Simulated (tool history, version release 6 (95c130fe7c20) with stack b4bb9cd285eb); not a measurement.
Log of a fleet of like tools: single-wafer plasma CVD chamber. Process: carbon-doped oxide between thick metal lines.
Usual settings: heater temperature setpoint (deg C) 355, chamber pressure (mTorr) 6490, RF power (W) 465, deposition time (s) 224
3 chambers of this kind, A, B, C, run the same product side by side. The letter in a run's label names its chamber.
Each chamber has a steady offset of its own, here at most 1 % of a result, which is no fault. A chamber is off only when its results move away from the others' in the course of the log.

| run | hour | heater temperature setpoint (deg C) | chamber pressure (mTorr) | RF power (W) | deposition time (s) | read-back reference wafer on the same gauge, thickness_nm | mean film thickness on the monitor wafer (nm) |
|---|---|---|---|---|---|---|---|
| 1A | 12.3 | 355 | 6490 | 465 | 224 | 1280.2 | 1099.10 |
| 2C | 24.8 | 355 | 6490 | 465 | 224 | 1279.7 | 1093.60 |
| 3B | 32.7 | 355 | 6490 | 465 | 224 | 1278.9 | 1091.90 |
| 4A | 40.9 | 355 | 6490 | 465 | 224 | 1279.3 | 1096.40 |
| 5B | 48.3 | 355 | 6490 | 465 | 224 | 1279.8 | 1093.40 |
| 6C | 54.1 | 355 | 6490 | 465 | 224 | 1278.3 | 1094.40 |
| 7C | 64.4 | 355 | 6490 | 465 | 224 | 1278.8 | 1094.00 |
| 8A | 74.8 | 355 | 6490 | 465 | 224 | 1279.0 | 1095.80 |
| 9B | 87.4 | 355 | 6490 | 465 | 224 | 1278.2 | 1092.80 |
| 10C | 98.3 | 355 | 6490 | 465 | 224 | 1277.6 | 1094.00 |
| 11B | 109.1 | 355 | 6490 | 465 | 224 | 1277.5 | 1093.60 |
| 12A | 117.5 | 355 | 6490 | 430 | 224 | 1277.6 | 1037.70 |
| 13C | 123.2 | 355 | 6490 | 430 | 224 | 1277.7 | 1031.60 |
| 14B | 135.0 | 355 | 6490 | 430 | 224 | 1277.8 | 1034.70 |
| 15A | 141.4 | 355 | 6490 | 465 | 224 | 1277.7 | 1095.10 |
| 16C | 152.0 | 355 | 6490 | 465 | 224 | 1277.6 | 1093.60 |
| 17B | 162.0 | 355 | 6490 | 465 | 224 | 1277.5 | 1093.40 |
|  | 164.6 | chamber B: RF generator calibrated |
| 18A | 174.4 | 355 | 6490 | 465 | 224 | 1276.8 | 1094.10 |
| 19B | 186.8 | 355 | 6490 | 465 | 224 | 1277.0 | 1090.30 |
| 20A | 199.9 | 355 | 5630 | 555 | 224 | 1276.5 | 1196.30 |
| 21C | 210.7 | 355 | 5630 | 555 | 224 | 1276.3 | 1196.50 |
| 22B | 216.6 | 355 | 5630 | 555 | 224 | 1276.5 | 1196.50 |
| 23C | 227.6 | 355 | 6490 | 465 | 224 | 1276.2 | 1087.30 |
| 24A | 234.6 | 355 | 6490 | 465 | 224 | 1275.3 | 1093.50 |
| 25A | 243.5 | 355 | 6490 | 465 | 224 | 1276.3 | 1093.50 |
| 26C | 255.6 | 355 | 6490 | 465 | 224 | 1275.7 | 1089.90 |
| 27B | 266.6 | 355 | 6490 | 465 | 224 | 1275.4 | 1090.40 |
| 28B | 274.3 | 355 | 6490 | 465 | 224 | 1275.0 | 1089.40 |
| 29A | 286.8 | 355 | 6490 | 465 | 224 | 1275.1 | 1091.70 |
| 30C | 293.8 | 355 | 6490 | 465 | 224 | 1275.1 | 1088.90 |
| 31B | 302.9 | 355 | 6490 | 465 | 224 | 1274.6 | 1088.80 |
| 32A | 313.5 | 355 | 6490 | 465 | 224 | 1274.2 | 1093.10 |
| 33C | 324.8 | 355 | 6490 | 465 | 224 | 1274.2 | 1087.60 |
| 34C | 336.4 | 355 | 6490 | 410 | 224 | 1273.9 | 994.24 |
| 35A | 345.3 | 355 | 6490 | 410 | 224 | 1273.4 | 1001.00 |
| 36B | 354.3 | 355 | 6490 | 410 | 224 | 1273.5 | 995.28 |
| 37C | 364.2 | 355 | 6490 | 465 | 224 | 1273.3 | 1087.00 |
| 38A | 374.2 | 355 | 6490 | 465 | 224 | 1273.7 | 1093.40 |
| 39B | 383.1 | 355 | 6490 | 465 | 224 | 1273.1 | 1088.50 |
| 40C | 389.2 | 355 | 6490 | 465 | 224 | 1273.1 | 1087.80 |
| 41A | 400.5 | 355 | 6490 | 465 | 224 | 1272.8 | 1091.40 |
| 42B | 409.8 | 355 | 6490 | 465 | 224 | 1272.1 | 1092.20 |
| 43A | 418.4 | 355 | 6490 | 465 | 224 | 1272.4 | 1090.40 |
| 44C | 425.8 | 355 | 6490 | 465 | 224 | 1272.1 | 1085.60 |

Next, every chamber runs the same settings. What will each give?
| 45A | 435.2 | 346 | 6490 | 465 | 224 |  | ? |
| 45B | 435.2 | 346 | 6490 | 465 | 224 |  | ? |
| 45C | 435.2 | 346 | 6490 | 465 | 224 |  | ? |

| run | mean film thickness on the monitor wafer (nm) |
|---|---|
| 45A | 1115.80 |
| 45B | 1113.20 |
| 45C | 1113.60 |
